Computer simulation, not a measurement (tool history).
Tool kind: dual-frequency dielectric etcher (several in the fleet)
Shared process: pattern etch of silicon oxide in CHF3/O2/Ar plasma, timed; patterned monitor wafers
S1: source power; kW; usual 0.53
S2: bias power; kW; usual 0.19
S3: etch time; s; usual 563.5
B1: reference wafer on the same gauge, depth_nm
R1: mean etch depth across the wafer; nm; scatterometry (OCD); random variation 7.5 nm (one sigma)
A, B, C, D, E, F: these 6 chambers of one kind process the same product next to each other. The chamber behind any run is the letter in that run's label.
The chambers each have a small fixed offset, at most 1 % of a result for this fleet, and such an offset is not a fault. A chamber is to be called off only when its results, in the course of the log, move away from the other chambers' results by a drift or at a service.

run,hour,S1,S2,S3,B1,R1
1A,8.8,0.53,0.19,563.5,950.17,1053.9
2E,16.1,0.53,0.19,563.5,948.01,1074.5
3D,25.4,0.53,0.19,563.5,950.46,1080.6
4C,30.6,0.53,0.19,563.5,949.41,1075.9
# hour 31.2: chamber F: bias power generator calibrated
5F,39.3,0.53,0.19,563.5,950.44,1084.2
# hour 43: chamber B: bias power generator calibrated
6B,44.8,0.53,0.19,563.5,949.57,1081.1
7F,52.3,0.53,0.19,563.5,951.47,1086.9
8E,61.1,0.47,0.19,639.5,949.7,1175.9
9A,68.1,0.47,0.19,639.5,949.58,1167.4
10D,75.8,0.47,0.19,639.5,949.83,1159.7
11C,84.9,0.47,0.19,639.5,948.97,1175.1
12B,92.8,0.47,0.19,639.5,949.12,1175
13B,99.4,0.47,0.19,639.5,947.86,1175.5
14D,104,0.53,0.19,563.5,950.17,1086.5
15C,112,0.53,0.19,563.5,950.28,1079.5
16A,120.9,0.53,0.19,563.5,950.85,1077.2
17E,131.2,0.53,0.19,420.5,950.82,811.96
18F,137.5,0.53,0.19,420.5,950.99,811.94
19A,143,0.53,0.19,420.5,949.87,804.48
# hour 147.1: chamber E: wet clean of the chamber
20E,150,0.53,0.19,420.5,949.76,837.65
21D,158.7,0.53,0.19,420.5,947.73,795.98
22F,163.5,0.53,0.19,420.5,948.89,816.58
23B,168.5,0.53,0.19,563.5,949.83,1063.7
24C,178.2,0.53,0.19,563.5,949.85,1067.4
25D,188.5,0.53,0.19,563.5,950.84,1076
26B,196.4,0.61,0.19,669.5,948.85,1335.7
27F,205.4,0.61,0.19,669.5,949.08,1373.2
28C,214.2,0.61,0.19,669.5,949.65,1340.7
29E,219.3,0.61,0.19,669.5,948.93,1424.2
# hour 221: chamber C: wet clean of the chamber
30A,225.1,0.61,0.19,669.5,951.45,1350.3
31A,230.6,0.61,0.19,669.5,951.47,1341.2
32E,237.4,0.53,0.19,563.5,948.87,1136.2
33B,242.2,0.53,0.19,563.5,949.23,1066.8
34C,247.1,0.53,0.19,563.5,950.17,1073
35D,254.2,0.65,0.19,563.5,949.4,1163.5
36F,264.4,0.65,0.19,563.5,949.15,1186.3
37B,273.5,0.65,0.19,563.5,949.37,1152
38A,279.9,0.65,0.19,563.5,950.38,1154.2
39D,287.4,0.65,0.19,563.5,949.79,1179

Is one chamber out of step, is the gauge drifting, or do the chambers differ by no more than their own small offsets? For an off chamber, give its letter and the likeliest cause.

After it was serviced, chamber E no longer matches the other chambers.
What lies behind it: etch rate over this chamber's usual, % = 5.22.

Below are 4 candidate recipes for chamber E's next run, each the usual settings with a change, their results shown as question marks. Which of them brings E's results back in line with what the other chambers give on the usual settings?
In-line tolerance around the mean of the other chambers on the usual settings: R1 26 nm
40E-1,295,0.54,0.19,591.5,,?
40E-2,295,0.45,0.161,563.5,,?
40E-3,295,0.52,0.188,537.5,,?
40E-4,295,0.62,0.221,563.5,,?

Usual-settings mean across the other chambers: R1 1078.1 nm
run,R1
40E-1,1202.3
40E-2,1008.3
40E-3,1072.8
40E-4,1273.2
40E-3 is the one that brings the chamber's results back in line with the other chambers.
